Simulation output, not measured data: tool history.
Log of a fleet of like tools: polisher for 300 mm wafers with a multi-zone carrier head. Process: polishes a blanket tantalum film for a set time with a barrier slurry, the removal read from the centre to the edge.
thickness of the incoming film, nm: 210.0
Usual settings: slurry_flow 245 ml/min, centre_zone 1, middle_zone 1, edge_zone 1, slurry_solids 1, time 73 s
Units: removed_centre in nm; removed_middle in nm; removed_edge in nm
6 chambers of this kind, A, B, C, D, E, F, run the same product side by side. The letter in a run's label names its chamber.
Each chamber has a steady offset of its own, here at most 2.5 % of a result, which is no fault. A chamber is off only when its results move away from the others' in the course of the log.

run     day  slurry_flow  centre_zone  middle_zone  edge_zone  slurry_solids  time  removed_centre  removed_middle  removed_edge
 1A   0.296          245            1            1          1              1    73          90.462           86.73        88.925
      0.588  -- chamber C: worn pad replaced by a new one
 2E   0.712          245            1            1          1              1    73          89.766          89.149        90.391
 3C   1.188          245            1            1          1              1    73          87.592          86.385         88.14
      1.221  -- chamber B: worn pad replaced by a new one
 4B   1.554          245            1            1          1              1    73          87.453          87.829         87.41
 5F   1.958          245            1            1          1              1    73          86.664          87.644        87.181
      2.221  -- chamber D: worn pad replaced by a new one
      2.221  -- chamber D: centre zone pressure recalibrated
 6D   2.229          245            1            1          1              1    73          87.799          87.574        87.875
      2.633  -- chamber F: worn pad replaced by a new one
 7A   2.642          245            1            1          1              1    73          89.837          89.044        87.144
 8C   2.912          245            1            1          1              1    73          87.162           89.48         88.26
      3.008  -- chamber E: worn pad replaced by a new one
 9D   3.396          325            1         0.91          1              1    73           90.07          81.824        90.667
10B   3.646          325            1         0.91          1              1    73          90.013          82.289        90.453
11F     4.1          325            1         0.91          1              1    73          89.123          82.716        88.328
      4.304  -- chamber C: worn pad replaced by a new one
12E   4.538          325            1         0.91          1              1    73          90.994          81.653        91.877
13C   5.067          325            1         0.91          1              1    73          91.269          83.007        90.886
      5.383  -- chamber F: slurry nozzle cleaned
14B   5.608          325            1         0.91          1              1    73           89.53          82.697         90.46
15F   5.996          245         1.06            1       0.93              1    73          92.461          87.913        84.276
      6.117  -- chamber F: worn pad replaced by a new one
16E   6.458          245         1.06            1       0.93              1    73          94.235          87.028         85.55
      6.612  -- chamber E: centre zone pressure recalibrated
      6.621  -- chamber A: worn pad replaced by a new one
      6.633  -- chamber B: worn pad replaced by a new one
       6.65  -- chamber B: centre zone pressure recalibrated
17A   6.783          245         1.06            1       0.93              1    73          95.348           85.25        84.131
      7.179  -- chamber E: edge zone pressure recalibrated
18D   7.292          245         1.06            1       0.93              1    73          93.131          85.536        86.426
      7.633  -- chamber C: worn pad replaced by a new one
19B   7.708          245         1.06            1       0.93              1    73          91.348          86.994        84.439
      7.771  -- chamber A: edge zone pressure recalibrated
      8.188  -- chamber D: slurry nozzle cleaned
20D   8.242          245         1.06            1       0.93              1    73          93.638           87.38          85.2
      8.567  -- chamber D: worn pad replaced by a new one
21E   8.629          245            1            1          1              1    73          77.994           87.23        90.562
      8.933  -- chamber E: worn pad replaced by a new one
      9.021  -- chamber F: worn pad replaced by a new one
22C   9.054          245            1            1          1              1    73          87.422          86.386        87.982
      9.075  -- chamber C: slurry nozzle cleaned
23F   9.383          245            1            1          1              1    73          86.446          87.642        87.684
24A   9.825          245            1            1          1              1    73          88.486          87.616        88.205
25D  10.296          245            1            1          1              1    73          86.282          87.583        87.569
26A  10.596          245            1            1          1              1    50          60.854          59.229        60.404
     10.771  -- chamber C: worn pad replaced by a new one
27B  10.908          245            1            1          1              1    50          59.901          60.625        59.561
28F  11.242          245            1            1          1              1    50          58.813          60.335         59.16
29C  11.558          245            1            1          1              1    50          59.078          60.997        60.049
     11.746  -- chamber F: worn pad replaced by a new one
30E  11.925          245            1            1          1              1    50          54.655          61.135        62.192
     11.929  -- chamber B: worn pad replaced by a new one
31C  12.408          245            1            1          1              1    50          58.946           59.06        60.445
32D  12.808          245            1         0.93       0.95              1    73          87.263          82.748        85.657
     12.942  -- chamber B: edge zone pressure recalibrated
     13.217  -- chamber D: edge zone pressure recalibrated
33E  13.233          245            1         0.93       0.95              1    73          79.662          82.804         87.44
34A  13.558          245            1         0.93       0.95              1    73          88.346          82.139        85.797
35B  14.058          245            1         0.93       0.95              1    73          86.533          81.797        85.332
36F  14.442          245            1         0.93       0.95              1    73          87.586           82.81        83.854
     14.592  -- chamber F: worn pad replaced by a new one
37F  14.892          245            1         0.93       0.95              1    73          88.512          83.076        84.491
     15.233  -- chamber D: worn pad replaced by a new one
38D  15.358          245            1            1          1            1.2    56          70.343          70.345        70.917

Is one chamber off against the others, does the gauge drift, or is nothing wrong? If a chamber is off, say which, and what the likeliest cause is.

A service left chamber E off against the others.
Cause: centre zone's pressure below its setpoint, % = 8.62.

Here are 4 candidates for chamber E's next run, each the usual settings with a change, their results left as question marks. Which one brings its results back in line with what the others give on the usual settings?
In line means no further than this from the other chambers' mean on the usual settings: removed_centre 3 nm; removed_middle 3.3 nm; removed_edge 2.2 nm
39E-1  15.762          260         1.17         0.98       0.91              1    73               ?               ?             ?
39E-2  15.762          230         0.83         1.01       1.08              1    74               ?               ?             ?
39E-3  15.762          250         1.09            1       0.96              1    73               ?               ?             ?
39E-4  15.762          240         0.91            1       1.04              1    73               ?               ?             ?

The other chambers' mean on the usual settings: removed_centre 87.647 nm; removed_middle 87.522 nm; removed_edge 87.637 nm
  run  removed_centre  removed_middle  removed_edge
39E-1          95.223          86.099        86.286
39E-2          65.353          88.628        94.502
39E-3          87.811           87.38        88.319
39E-4          71.762          87.038        91.735
39E-3 brings the chamber back in line.
